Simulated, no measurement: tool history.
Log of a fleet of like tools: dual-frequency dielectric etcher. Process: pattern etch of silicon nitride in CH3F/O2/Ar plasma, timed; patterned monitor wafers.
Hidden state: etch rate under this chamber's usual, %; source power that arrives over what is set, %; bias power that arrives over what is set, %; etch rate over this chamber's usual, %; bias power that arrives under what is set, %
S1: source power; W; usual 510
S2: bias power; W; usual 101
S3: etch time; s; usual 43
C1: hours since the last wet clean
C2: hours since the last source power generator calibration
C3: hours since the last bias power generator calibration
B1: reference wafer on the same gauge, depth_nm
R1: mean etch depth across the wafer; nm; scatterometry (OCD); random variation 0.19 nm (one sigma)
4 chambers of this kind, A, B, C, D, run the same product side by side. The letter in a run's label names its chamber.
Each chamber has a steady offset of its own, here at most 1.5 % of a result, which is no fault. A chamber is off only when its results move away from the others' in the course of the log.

run,hour,S1,S2,S3,C1,C2,C3,B1,R1
1C,4.2,510,101,43,234.1,1261.7,1418.5,39.091,36.921
2A,7.5,510,101,43,531.2,205.2,1654.2,39.087,36.931
3D,9.8,510,101,43,178.1,1776.8,1350.7,39.089,37.401
4B,13.2,510,101,43,292.2,2262.3,1524.2,39.13,37.229
5D,15.7,510,101,43,184,1782.7,1356.6,39.114,37.738
6A,20.8,510,120,43,544.5,218.5,1667.5,39.138,39.492
7B,24,510,120,43,303,2273.1,1535,39.098,39.546
8C,26.8,510,120,43,256.7,1284.3,1441.1,39.101,39.641
9B,30.4,510,120,43,309.4,2279.5,1541.4,39.13,39.756
10D,35.2,510,101,43,203.5,1802.2,1376.1,39.079,37.617
11C,38.5,510,101,43,268.4,1296,1452.8,39.104,37.433
12A,41.5,510,101,43,565.2,239.2,1688.2,39.108,36.963
13A,45,510,101,43,568.7,242.7,1691.7,39.162,37.274
14B,49,510,101,43,328,2298.1,1560,39.088,37.115
15C,52.6,510,101,43,282.5,1310.1,1466.9,39.103,37.511
16D,56.7,510,101,43,225,1823.7,1397.6,39.076,37.653
17D,60.8,510,101,43,229.1,1827.8,1401.7,39.085,37.864
18C,65.6,510,101,43,295.5,1323.1,1479.9,39.084,37.447
19A,68.7,630,125,43,592.4,266.4,1715.4,39.118,42.97
20B,74.1,630,125,43,353.1,2323.2,1585.1,39.093,43.488
21A,78.4,630,125,43,602.1,276.1,1725.1,39.1,43.026
22B,82.2,630,125,43,361.2,2331.3,1593.2,39.086,43.435
23C,86.5,510,101,43,316.4,1344,1500.8,39.134,37.403
24D,91,510,101,43,259.3,1858,1431.9,39.066,37.733
25C,95.5,510,101,43,325.4,1353,1509.8,39.095,37.268
26A,99.2,510,101,43,622.9,296.9,1745.9,39.151,37.228
27D,101.6,510,101,43,269.9,1868.6,1442.5,39.085,37.512
28B,105.7,510,101,43,384.7,2354.8,1616.7,39.116,36.84
# hour 110.3: chamber C: wet clean of the chamber
29C,110.9,510,101,38.5,0.6,1368.4,1525.2,39.094,33.68
30D,113.8,510,101,38.5,282.1,1880.8,1454.7,39.088,33.86

Next, every chamber runs the same settings. What will each give?
31A,117.7,510,81,43,,,,,?
31B,117.7,510,81,43,,,,,?
31C,117.7,510,81,43,,,,,?
31D,117.7,510,81,43,,,,,?

run,R1
31A,34.38
31B,34.106
31C,34.571
31D,35.026
